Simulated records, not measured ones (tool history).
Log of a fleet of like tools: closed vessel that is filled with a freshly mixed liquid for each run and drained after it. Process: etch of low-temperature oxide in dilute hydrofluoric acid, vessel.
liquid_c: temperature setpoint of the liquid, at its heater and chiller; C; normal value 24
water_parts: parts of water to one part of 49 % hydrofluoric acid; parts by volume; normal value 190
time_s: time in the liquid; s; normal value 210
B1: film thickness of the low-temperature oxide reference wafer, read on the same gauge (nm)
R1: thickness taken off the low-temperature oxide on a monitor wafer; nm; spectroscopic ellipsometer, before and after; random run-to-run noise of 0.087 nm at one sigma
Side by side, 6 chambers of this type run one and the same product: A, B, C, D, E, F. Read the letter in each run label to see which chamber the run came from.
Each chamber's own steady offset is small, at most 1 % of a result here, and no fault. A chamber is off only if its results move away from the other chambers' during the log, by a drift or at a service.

run 1F hour=5.2 | liquid_c=24 water_parts=190 time_s=210 | B1=109.98 | R1=10.684
run 2E hour=10.7 | liquid_c=24 water_parts=190 time_s=210 | B1=110.01 | R1=10.553
run 3B hour=15.6 | liquid_c=24 water_parts=190 time_s=210 | B1=110 | R1=10.429
run 4A hour=22.3 | liquid_c=24 water_parts=190 time_s=210 | B1=110 | R1=10.752
run 5D hour=28.7 | liquid_c=24 water_parts=190 time_s=305 | B1=110 | R1=15.472
run 6C hour=34.2 | liquid_c=24 water_parts=190 time_s=305 | B1=110.01 | R1=15.417
run 7F hour=41.3 | liquid_c=24 water_parts=190 time_s=305 | B1=110.01 | R1=15.322
run 8D hour=48.2 | liquid_c=24 water_parts=190 time_s=305 | B1=110 | R1=15.701
run 9E hour=52.8 | liquid_c=24 water_parts=190 time_s=305 | B1=110.01 | R1=15.376
run 10C hour=60.7 | liquid_c=24 water_parts=190 time_s=305 | B1=110.01 | R1=15.43
run 11A hour=70.5 | liquid_c=24 water_parts=190 time_s=210 | B1=110 | R1=10.667
run 12B hour=77.5 | liquid_c=24 water_parts=265 time_s=260 | B1=109.99 | R1=8.5855
run 13E hour=84.6 | liquid_c=24 water_parts=265 time_s=260 | B1=109.99 | R1=8.5851
run 14B hour=93.2 | liquid_c=24 water_parts=265 time_s=260 | B1=110 | R1=8.6469
run 15C hour=97.6 | liquid_c=24 water_parts=265 time_s=260 | B1=110.01 | R1=8.5858
run 16A hour=106.2 | liquid_c=24 water_parts=265 time_s=260 | B1=110.02 | R1=8.9038
run 17F hour=113 | liquid_c=24 water_parts=265 time_s=260 | B1=110 | R1=8.5997
run 18D hour=121.5 | liquid_c=24 water_parts=190 time_s=210 | B1=110 | R1=10.692
run 19A hour=126.9 | liquid_c=24 water_parts=190 time_s=210 | B1=110 | R1=10.897
run 20D hour=133.8 | liquid_c=24 water_parts=190 time_s=210 | B1=110.01 | R1=10.675
run 21F hour=141.9 | liquid_c=24 water_parts=190 time_s=210 | B1=110.01 | R1=10.538
run 22B hour=149.9 | liquid_c=21 water_parts=155 time_s=210 | B1=110 | R1=11.852
run 23C hour=159 | liquid_c=21 water_parts=155 time_s=210 | B1=110 | R1=11.885
-- hour=159.4 chamber E: hydrofluoric acid flow meter replaced
run 24E hour=163.7 | liquid_c=21 water_parts=155 time_s=210 | B1=110 | R1=12.134
run 25C hour=169 | liquid_c=21 water_parts=155 time_s=210 | B1=109.99 | R1=11.893
run 26E hour=175 | liquid_c=21 water_parts=155 time_s=210 | B1=109.99 | R1=12.193
run 27F hour=180.6 | liquid_c=21 water_parts=155 time_s=210 | B1=110.02 | R1=12.131
run 28D hour=187.5 | liquid_c=24 water_parts=190 time_s=210 | B1=110 | R1=10.625
run 29A hour=193.9 | liquid_c=28.5 water_parts=190 time_s=210 | B1=110 | R1=13.159
run 30B hour=201.8 | liquid_c=28.5 water_parts=190 time_s=210 | B1=110.01 | R1=12.247
run 31C hour=206.2 | liquid_c=28.5 water_parts=190 time_s=210 | B1=109.99 | R1=12.256
-- hour=211.9 chamber D: thermometer replaced
run 32A hour=213.9 | liquid_c=28.5 water_parts=190 time_s=210 | B1=110.01 | R1=13.329
run 33B hour=222 | liquid_c=28.5 water_parts=190 time_s=210 | B1=110 | R1=12.378
run 34D hour=230.2 | liquid_c=28.5 water_parts=190 time_s=210 | B1=110 | R1=12.498
run 35F hour=234.9 | liquid_c=24 water_parts=190 time_s=210 | B1=110 | R1=10.515
run 36E hour=239.5 | liquid_c=24 water_parts=190 time_s=210 | B1=110 | R1=10.689
run 37A hour=245.3 | liquid_c=24 water_parts=190 time_s=210 | B1=109.99 | R1=11.588

Which is it: a chamber that has drifted or been left off by a service, a gauge drift common to all chambers, or only each chamber's usual small offset? If a chamber is off, name it and its likeliest cause.

Chamber A drifts away from the others.
Most likely cause: liquid hotter than its thermometer reads (K) = 2.31.
Not necessarily distinguishable in this log from: hydrofluoric acid flow above the setpoint (%).

Chamber A could run next with any of the 4 candidate recipes listed below; each alters the usual settings, and their results appear as question marks. Which one brings its results back in line with what the other chambers deliver on the usual settings?
In line here means within this much of the mean the other chambers give on the usual settings: R1 0.3 nm
run 38A-1 hour=252.4 | liquid_c=24 water_parts=175 time_s=210 | R1=?
run 38A-2 hour=252.4 | liquid_c=24 water_parts=205 time_s=210 | R1=?
run 38A-3 hour=252.4 | liquid_c=23 water_parts=190 time_s=210 | R1=?
run 38A-4 hour=252.4 | liquid_c=24 water_parts=190 time_s=215 | R1=?

Usual-settings mean across the other chambers: R1 10.535 nm
run=38A-1 R1=12.725
run=38A-2 R1=10.525
run=38A-3 R1=11.127
run=38A-4 R1=11.811
Change 38A-2 lands the chamber within the allowed miss of the other chambers.
